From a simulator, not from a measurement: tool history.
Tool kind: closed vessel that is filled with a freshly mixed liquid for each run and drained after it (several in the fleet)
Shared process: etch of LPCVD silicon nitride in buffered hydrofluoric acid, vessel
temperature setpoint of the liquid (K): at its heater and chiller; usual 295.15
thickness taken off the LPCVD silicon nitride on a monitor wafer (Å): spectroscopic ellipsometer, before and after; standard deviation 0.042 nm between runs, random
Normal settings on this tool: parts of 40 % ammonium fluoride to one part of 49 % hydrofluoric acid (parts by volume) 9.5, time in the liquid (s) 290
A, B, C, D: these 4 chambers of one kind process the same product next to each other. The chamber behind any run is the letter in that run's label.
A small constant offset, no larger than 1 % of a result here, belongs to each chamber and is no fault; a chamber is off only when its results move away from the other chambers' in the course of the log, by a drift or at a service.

run,hour,temperature setpoint of the liquid (K),parts of 40 % ammonium fluoride to one part of 49 % hydrofluoric acid (parts by volume),time in the liquid (s),"read-back film thickness of the LPCVD silicon nitride reference wafer, read on the same gauge (nm)",thickness taken off the LPCVD silicon nitride on a monitor wafer (Å)
1C,7.2,295.15,9.5,290,129.95,43.613
2D,13.5,295.15,9.5,290,130.02,42.882
3B,19.9,295.15,9.5,290,130.03,43.682
4A,27.1,295.15,9.5,290,129.97,43.53
5B,32,295.15,9.5,290,130.04,43.61
6A,38.4,295.15,9.5,290,129.99,43.705
7C,43.8,295.15,9.5,290,130.02,43.127
8D,50.2,295.15,9.5,290,129.94,43.591
9A,55.3,295.15,12.5,130,130.02,14.878
10C,62.2,295.15,12.5,130,129.99,15.246
11D,68.4,295.15,12.5,130,130.01,15.164
12B,74.2,295.15,12.5,130,130.01,14.961
13D,78,295.15,9.5,290,129.99,43.049
14B,83,295.15,9.5,290,130,43.259
15C,90,295.15,9.5,290,129.98,44.327
16A,97,295.15,9.5,290,130.01,41.65
17D,102,295.15,9.5,290,129.96,44.196
18B,105.6,295.15,9.5,290,130.03,43.111
19A,113.6,295.15,9.5,445,130,64.062
20C,117.2,295.15,9.5,445,129.98,67.936
21D,125.2,295.15,9.5,445,130.03,66
22B,133.3,295.15,9.5,445,129.98,66.81
23C,139.2,295.15,9.5,290,129.97,44.201
24A,146.1,295.15,9.5,290,129.99,40.702
25B,152.9,295.15,9.5,290,129.96,42.914

Decide between three cases: one chamber stands off from its peers, the gauge reading all wafers drifts, or nothing is wrong past each chamber's small offset. Where a chamber is off, say which and what most likely put it there.

Chamber A drifts away from the others.
Most likely cause: liquid colder than its thermometer reads (K) = 1.46.
The log may not tell that from: hydrofluoric acid flow below the setpoint (%).

Which of the 4 candidates below, each the usual settings with something changed and its results left as question marks, puts chamber A back in line with what the other chambers give on the usual settings?
A result is in line if it is within this distance of the other chambers' mean on the usual settings: thickness taken off the LPCVD silicon nitride on a monitor wafer (Å) 1.5
26A-1,158.8,295.15,9.5,270,,?
26A-2,158.8,295.15,9.5,285,,?
26A-3,158.8,295.15,9.5,310,,?
26A-4,158.8,295.65,9.5,290,,?

On the usual settings, the other chambers give on average: thickness taken off the LPCVD silicon nitride on a monitor wafer (Å) 43.565
run,thickness taken off the LPCVD silicon nitride on a monitor wafer (Å)
26A-1,37.544
26A-2,39.63
26A-3,43.106
26A-4,41.487
The answer is 26A-3, which returns the chamber to within the allowed miss of the others.

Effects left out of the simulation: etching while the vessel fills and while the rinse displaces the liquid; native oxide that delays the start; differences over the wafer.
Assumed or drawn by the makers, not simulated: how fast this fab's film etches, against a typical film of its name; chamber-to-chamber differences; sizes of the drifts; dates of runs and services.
